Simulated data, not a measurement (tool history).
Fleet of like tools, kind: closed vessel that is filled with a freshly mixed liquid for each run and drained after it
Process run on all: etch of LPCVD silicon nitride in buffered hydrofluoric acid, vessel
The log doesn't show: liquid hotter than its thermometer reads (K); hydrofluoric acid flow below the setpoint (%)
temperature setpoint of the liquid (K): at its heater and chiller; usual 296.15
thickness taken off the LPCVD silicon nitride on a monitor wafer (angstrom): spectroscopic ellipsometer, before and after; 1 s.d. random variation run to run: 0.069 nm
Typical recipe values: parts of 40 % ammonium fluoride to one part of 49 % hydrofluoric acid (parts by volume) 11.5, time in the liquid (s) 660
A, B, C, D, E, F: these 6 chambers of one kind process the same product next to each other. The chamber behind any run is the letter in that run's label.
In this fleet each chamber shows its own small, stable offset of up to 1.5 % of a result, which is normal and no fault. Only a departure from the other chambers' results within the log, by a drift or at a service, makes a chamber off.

| run | hour | temperature setpoint of the liquid (K) | parts of 40 % ammonium fluoride to one part of 49 % hydrofluoric acid (parts by volume) | time in the liquid (s) | hours since the thermometer was replaced | hours since the hydrofluoric acid flow meter was replaced | read-back film thickness of the LPCVD silicon nitride reference wafer, read on the same gauge (nm) | thickness taken off the LPCVD silicon nitride on a monitor wafer (angstrom) |
|---|---|---|---|---|---|---|---|---|
| 1F | 12.5 | 296.15 | 11.5 | 660 | 262.8 | 651.3 | 49.985 | 86.990 |
|  | 15.1 | chamber D: thermometer replaced |
| 2D | 24.2 | 296.15 | 11.5 | 660 | 9.2 | 1579.0 | 50.007 | 86.849 |
| 3A | 35.0 | 296.15 | 11.5 | 660 | 289.2 | 242.7 | 49.996 | 87.927 |
| 4E | 42.8 | 296.15 | 11.5 | 660 | 147.2 | 598.1 | 49.981 | 88.013 |
| 5C | 54.3 | 296.15 | 11.5 | 660 | 203.9 | 212.3 | 50.010 | 87.752 |
| 6B | 66.5 | 296.15 | 11.5 | 660 | 1443.1 | 1632.8 | 50.002 | 87.272 |
| 7D | 72.0 | 296.15 | 11.5 | 660 | 57.0 | 1626.8 | 49.992 | 86.309 |
| 8F | 84.6 | 296.15 | 11.5 | 660 | 334.9 | 723.4 | 49.996 | 87.795 |
| 9A | 95.8 | 296.15 | 11.5 | 660 | 350.0 | 303.5 | 49.984 | 87.952 |
| 10B | 101.5 | 296.15 | 11.5 | 660 | 1478.1 | 1667.8 | 50.007 | 87.412 |
| 11C | 108.3 | 296.15 | 11.5 | 660 | 257.9 | 266.3 | 50.002 | 87.642 |
| 12E | 114.1 | 292.15 | 11.5 | 660 | 218.5 | 669.4 | 49.985 | 69.623 |
| 13F | 126.8 | 292.15 | 11.5 | 660 | 377.1 | 765.6 | 50.006 | 70.156 |
| 14B | 137.8 | 292.15 | 11.5 | 660 | 1514.4 | 1704.1 | 49.982 | 70.412 |
| 15D | 149.8 | 292.15 | 11.5 | 660 | 134.8 | 1704.6 | 50.006 | 70.164 |
| 16C | 156.8 | 292.15 | 11.5 | 660 | 306.4 | 314.8 | 50.011 | 70.571 |
| 17E | 162.5 | 292.15 | 11.5 | 660 | 266.9 | 717.8 | 49.998 | 70.408 |
| 18A | 169.9 | 299.15 | 11.5 | 660 | 424.1 | 377.6 | 49.985 | 104.510 |
| 19D | 179.9 | 299.15 | 11.5 | 660 | 164.9 | 1734.7 | 49.974 | 101.040 |
| 20C | 190.2 | 299.15 | 11.5 | 660 | 339.8 | 348.2 | 49.986 | 100.670 |
| 21F | 197.8 | 299.15 | 11.5 | 660 | 448.1 | 836.6 | 49.986 | 102.840 |
| 22B | 205.3 | 299.15 | 11.5 | 660 | 1581.9 | 1771.6 | 49.982 | 103.340 |
| 23E | 211.4 | 299.15 | 11.5 | 660 | 315.8 | 766.7 | 49.990 | 103.320 |
| 24A | 219.7 | 296.15 | 11.5 | 660 | 473.9 | 427.4 | 49.996 | 87.346 |
|  | 221.2 | chamber B: hydrofluoric acid flow meter replaced |
| 25B | 232.0 | 293.65 | 11.5 | 535 | 1608.6 | 10.9 | 49.985 | 62.199 |
| 26F | 244.7 | 293.65 | 11.5 | 535 | 495.0 | 883.5 | 50.009 | 60.764 |
| 27E | 252.6 | 293.65 | 11.5 | 535 | 357.0 | 807.9 | 49.979 | 61.870 |
| 28D | 262.7 | 293.65 | 11.5 | 535 | 247.7 | 1817.5 | 49.989 | 61.270 |
| 29C | 269.7 | 293.65 | 11.5 | 535 | 419.3 | 427.7 | 49.991 | 59.618 |
| 30A | 277.9 | 293.65 | 11.5 | 535 | 532.1 | 485.6 | 49.977 | 62.755 |
| 31A | 286.0 | 296.15 | 11.5 | 660 | 540.2 | 493.7 | 49.983 | 87.128 |
| 32C | 293.7 | 296.15 | 11.5 | 660 | 443.3 | 451.7 | 49.992 | 84.613 |
| 33E | 304.7 | 296.15 | 11.5 | 660 | 409.1 | 860.0 | 49.994 | 87.655 |
| 34B | 311.4 | 296.15 | 11.5 | 660 | 1688.0 | 90.3 | 49.974 | 87.775 |
| 35D | 319.7 | 296.15 | 11.5 | 660 | 304.7 | 1874.5 | 50.004 | 86.172 |
| 36F | 331.4 | 296.15 | 11.5 | 660 | 581.7 | 970.2 | 49.970 | 87.248 |
| 37B | 342.9 | 296.15 | 11.5 | 660 | 1719.5 | 121.8 | 49.996 | 88.708 |
| 38F | 352.9 | 296.15 | 11.5 | 660 | 603.2 | 991.7 | 50.012 | 85.951 |
| 39C | 361.8 | 296.15 | 11.5 | 475 | 511.4 | 519.8 | 49.996 | 59.822 |

Is one chamber out of step, is the gauge drifting, or do the chambers differ by no more than their own small offsets? For an off chamber, give its letter and the likeliest cause.

One chamber, C, drifts off from the rest bit by bit.
Cause: hydrofluoric acid flow below the setpoint (%) = 6.99.
With only this log, it may be confused with: liquid colder than its thermometer reads (K).

Chamber C could run next with any of the 4 candidate recipes listed below; each alters the usual settings, and their results appear as question marks. Which one brings its results back in line with what the other chambers deliver on the usual settings?
To be in line, a result may differ from the other chambers' mean on the usual settings by at most: thickness taken off the LPCVD silicon nitride on a monitor wafer (angstrom) 2.400
| 40C-1 | 370.9 | 296.15 | 11.5 | 625 |  |  |  | ? |
| 40C-2 | 370.9 | 296.15 | 11.5 | 700 |  |  |  | ? |
| 40C-3 | 370.9 | 295.65 | 12.5 | 660 |  |  |  | ? |
| 40C-4 | 370.9 | 296.65 | 11.5 | 720 |  |  |  | ? |

Mean of the other chambers on the usual settings: thickness taken off the LPCVD silicon nitride on a monitor wafer (angstrom) 87.306
| run | thickness taken off the LPCVD silicon nitride on a monitor wafer (angstrom) |
|---|---|
| 40C-1 | 77.645 |
| 40C-2 | 86.962 |
| 40C-3 | 73.537 |
| 40C-4 | 91.883 |
The answer is 40C-2, which returns the chamber to within the allowed miss of the others.
